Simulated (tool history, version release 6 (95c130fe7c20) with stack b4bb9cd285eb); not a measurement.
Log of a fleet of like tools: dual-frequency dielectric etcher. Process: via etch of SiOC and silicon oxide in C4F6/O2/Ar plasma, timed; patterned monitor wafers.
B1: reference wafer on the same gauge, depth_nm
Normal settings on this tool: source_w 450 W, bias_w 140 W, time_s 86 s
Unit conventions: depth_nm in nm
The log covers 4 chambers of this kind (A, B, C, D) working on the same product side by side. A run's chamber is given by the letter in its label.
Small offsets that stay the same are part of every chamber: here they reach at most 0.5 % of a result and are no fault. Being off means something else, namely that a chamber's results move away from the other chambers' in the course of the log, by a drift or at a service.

Run 1D, hour 13: usual settings; B1 111.33. Result: depth_nm 93.363 nm.
Run 2C, hour 20.9: usual settings; B1 111.07. Result: depth_nm 94.828 nm.
Run 3A, hour 35.1: usual settings; B1 111.07. Result: depth_nm 94.54 nm.
Run 4B, hour 47.5: usual settings; B1 111.27. Result: depth_nm 94.631 nm.
Run 5A, hour 59.4: usual settings but time_s 61 s; B1 111.31. Result: depth_nm 66.167 nm.
Run 6C, hour 74: usual settings but time_s 61 s; B1 111.1. Result: depth_nm 66.628 nm.
Run 7B, hour 81: usual settings but time_s 61 s; B1 111.4. Result: depth_nm 66.862 nm.
Run 8D, hour 94.3: usual settings but time_s 61 s; B1 111.16. Result: depth_nm 66.233 nm.
Run 9B, hour 101.5: usual settings but time_s 102.5 s; B1 111.28. Result: depth_nm 111.92 nm.
Run 10C, hour 113.3: usual settings but time_s 102.5 s; B1 111.15. Result: depth_nm 111.16 nm.
Run 11A, hour 125.3: usual settings but time_s 102.5 s; B1 111.39. Result: depth_nm 111.37 nm.
Run 12D, hour 139.9: usual settings but time_s 102.5 s; B1 111.31. Result: depth_nm 111.7 nm.
Run 13B, hour 153.6: usual settings; B1 111.24. Result: depth_nm 94.869 nm.
At hour 166.7: chamber D: wet clean of the chamber.
Run 14A, hour 167.3: usual settings but source_w 360 W, bias_w 155 W; B1 111.27. Result: depth_nm 88.271 nm.
Run 15C, hour 174.4: usual settings but source_w 360 W, bias_w 155 W; B1 111.34. Result: depth_nm 88.796 nm.
Run 16D, hour 184.6: usual settings but source_w 360 W, bias_w 155 W; B1 111.21. Result: depth_nm 89.38 nm.
Run 17A, hour 193.7: usual settings but source_w 360 W, bias_w 155 W; B1 111.13. Result: depth_nm 89.391 nm.
At hour 202.9: chamber A: wet clean of the chamber.
At hour 206.3: chamber B: wet clean of the chamber.
Run 18C, hour 207: usual settings but source_w 400 W, bias_w 116 W; B1 111.18. Result: depth_nm 84.108 nm.
Run 19B, hour 220.4: usual settings but source_w 400 W, bias_w 116 W; B1 111.23. Result: depth_nm 85.721 nm.
Run 20D, hour 233.1: usual settings but source_w 400 W, bias_w 116 W; B1 111.12. Result: depth_nm 84.088 nm.
Run 21A, hour 242.6: usual settings but source_w 400 W, bias_w 116 W; B1 111.13. Result: depth_nm 84.392 nm.
Run 22D, hour 253.8: usual settings; B1 111.25. Result: depth_nm 94.422 nm.
Run 23B, hour 261: usual settings; B1 111.17. Result: depth_nm 94.005 nm.
Run 24C, hour 270.7: usual settings; B1 111.21. Result: depth_nm 93.644 nm.
Run 25A, hour 283.2: usual settings; B1 111.25. Result: depth_nm 94.197 nm.
Run 26B, hour 294.3: usual settings; B1 111.31. Result: depth_nm 93.708 nm.
Run 27D, hour 308.3: usual settings but bias_w 166 W, time_s 72.5 s; B1 111.03. Result: depth_nm 83.509 nm.
Run 28C, hour 315.2: usual settings but bias_w 166 W, time_s 72.5 s; B1 111.26. Result: depth_nm 83.54 nm.
Run 29B, hour 328.7: usual settings but bias_w 166 W, time_s 72.5 s; B1 111.29. Result: depth_nm 83.72 nm.
Run 30C, hour 340.4: usual settings but bias_w 166 W, time_s 72.5 s; B1 111.21. Result: depth_nm 83.45 nm.

Does one chamber stand apart from the rest, does the shared gauge drift, or is all well apart from small per-chamber offsets? Give the chamber and the most likely cause, where there is one.

Beyond each chamber's small constant offset nothing stands out, and the gauge stays steady.
